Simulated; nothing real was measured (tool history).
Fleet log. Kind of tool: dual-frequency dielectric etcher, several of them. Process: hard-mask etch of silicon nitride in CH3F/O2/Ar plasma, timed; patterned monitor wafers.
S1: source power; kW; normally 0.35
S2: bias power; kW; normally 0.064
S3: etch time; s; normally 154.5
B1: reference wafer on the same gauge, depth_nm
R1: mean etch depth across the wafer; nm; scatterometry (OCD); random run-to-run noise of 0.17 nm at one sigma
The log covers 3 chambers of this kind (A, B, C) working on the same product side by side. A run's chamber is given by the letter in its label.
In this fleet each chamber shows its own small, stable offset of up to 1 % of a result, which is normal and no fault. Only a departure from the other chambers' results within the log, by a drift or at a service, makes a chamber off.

| run | hour | S1 | S2 | S3 | B1 | R1 |
|---|---|---|---|---|---|---|
| 1B | 14.1 | 0.35 | 0.064 | 154.5 | 90.783 | 99.636 |
| 2C | 21.6 | 0.35 | 0.064 | 154.5 | 90.804 | 99.772 |
| 3A | 36.6 | 0.35 | 0.064 | 154.5 | 90.82 | 98.893 |
| 4A | 51.4 | 0.35 | 0.064 | 154.5 | 90.857 | 99.203 |
| 5B | 65.2 | 0.35 | 0.064 | 154.5 | 90.853 | 99.537 |
| 6C | 77.8 | 0.35 | 0.064 | 154.5 | 90.861 | 99.734 |
| 7C | 89.1 | 0.35 | 0.064 | 154.5 | 90.903 | 99.692 |
| 8B | 101.8 | 0.35 | 0.064 | 154.5 | 90.907 | 99.438 |
| 9A | 110.3 | 0.35 | 0.064 | 154.5 | 90.921 | 99.079 |
| 10B | 119 | 0.35 | 0.064 | 154.5 | 90.98 | 99.728 |
| 11A | 135 | 0.4 | 0.064 | 179.5 | 90.996 | 121.39 |
| 12C | 151.3 | 0.4 | 0.064 | 179.5 | 90.948 | 121.8 |
| 13A | 161.9 | 0.4 | 0.064 | 179.5 | 91.011 | 121.04 |
| 14B | 172.2 | 0.35 | 0.064 | 154.5 | 91.012 | 99.809 |
|  | 172.4 | chamber C: wet clean of the chamber |
| 15C | 186.4 | 0.35 | 0.064 | 154.5 | 91.034 | 99.916 |
| 16C | 197.5 | 0.35 | 0.064 | 154.5 | 91.056 | 99.62 |
| 17B | 213.7 | 0.35 | 0.064 | 154.5 | 91.07 | 99.415 |
| 18A | 224.7 | 0.35 | 0.064 | 137 | 91.057 | 87.728 |
| 19C | 232.2 | 0.35 | 0.064 | 137 | 91.045 | 88.781 |
| 20B | 248.3 | 0.35 | 0.064 | 137 | 91.09 | 88.181 |
| 21A | 263.7 | 0.35 | 0.064 | 154.5 | 91.089 | 99.58 |
| 22B | 278.6 | 0.35 | 0.064 | 187.5 | 91.141 | 121.35 |
| 23C | 289 | 0.35 | 0.064 | 187.5 | 91.13 | 121.42 |
|  | 295 | chamber B: wet clean of the chamber |
| 24A | 296.9 | 0.35 | 0.064 | 187.5 | 91.164 | 120.62 |
| 25A | 309.7 | 0.35 | 0.064 | 154.5 | 91.159 | 99.527 |
| 26C | 320.2 | 0.35 | 0.064 | 154.5 | 91.139 | 99.736 |
|  | 330.3 | chamber A: wet clean of the chamber |
| 27B | 336.5 | 0.35 | 0.064 | 154.5 | 91.187 | 100.19 |
| 28C | 349.5 | 0.35 | 0.064 | 154.5 | 91.209 | 99.765 |
| 29A | 360.5 | 0.35 | 0.078 | 154.5 | 91.217 | 106.42 |
| 30B | 375.7 | 0.35 | 0.078 | 154.5 | 91.226 | 107.22 |
| 31A | 383.5 | 0.35 | 0.078 | 154.5 | 91.249 | 106.5 |
| 32C | 397.2 | 0.35 | 0.064 | 154.5 | 91.221 | 99.954 |
| 33B | 409.1 | 0.35 | 0.077 | 154.5 | 91.258 | 106.21 |
| 34C | 420.9 | 0.35 | 0.077 | 154.5 | 91.327 | 106.66 |
| 35A | 432 | 0.35 | 0.077 | 154.5 | 91.274 | 106.09 |
| 36B | 446.4 | 0.35 | 0.064 | 154.5 | 91.319 | 100.48 |
| 37C | 455.5 | 0.35 | 0.074 | 110.5 | 91.29 | 75.27 |
| 38B | 464.8 | 0.35 | 0.074 | 110.5 | 91.349 | 75.149 |
| 39A | 473.4 | 0.35 | 0.074 | 110.5 | 91.338 | 74.837 |
|  | 482.2 | chamber C: wet clean of the chamber |
| 40A | 486.1 | 0.35 | 0.064 | 154.5 | 91.344 | 99.573 |
| 41B | 502.6 | 0.35 | 0.064 | 154.5 | 91.396 | 99.921 |
| 42C | 518.6 | 0.35 | 0.064 | 154.5 | 91.348 | 100.34 |
| 43C | 534 | 0.35 | 0.064 | 154.5 | 91.423 | 100.23 |

Does one chamber stand apart from the rest, does the shared gauge drift, or is all well apart from small per-chamber offsets? Give the chamber and the most likely cause, where there is one.

It is the gauge, not a chamber: its drift shows up in every chamber's results at once, and no chamber is off.
Likeliest cause: gauge reads high (%) = 0.692.

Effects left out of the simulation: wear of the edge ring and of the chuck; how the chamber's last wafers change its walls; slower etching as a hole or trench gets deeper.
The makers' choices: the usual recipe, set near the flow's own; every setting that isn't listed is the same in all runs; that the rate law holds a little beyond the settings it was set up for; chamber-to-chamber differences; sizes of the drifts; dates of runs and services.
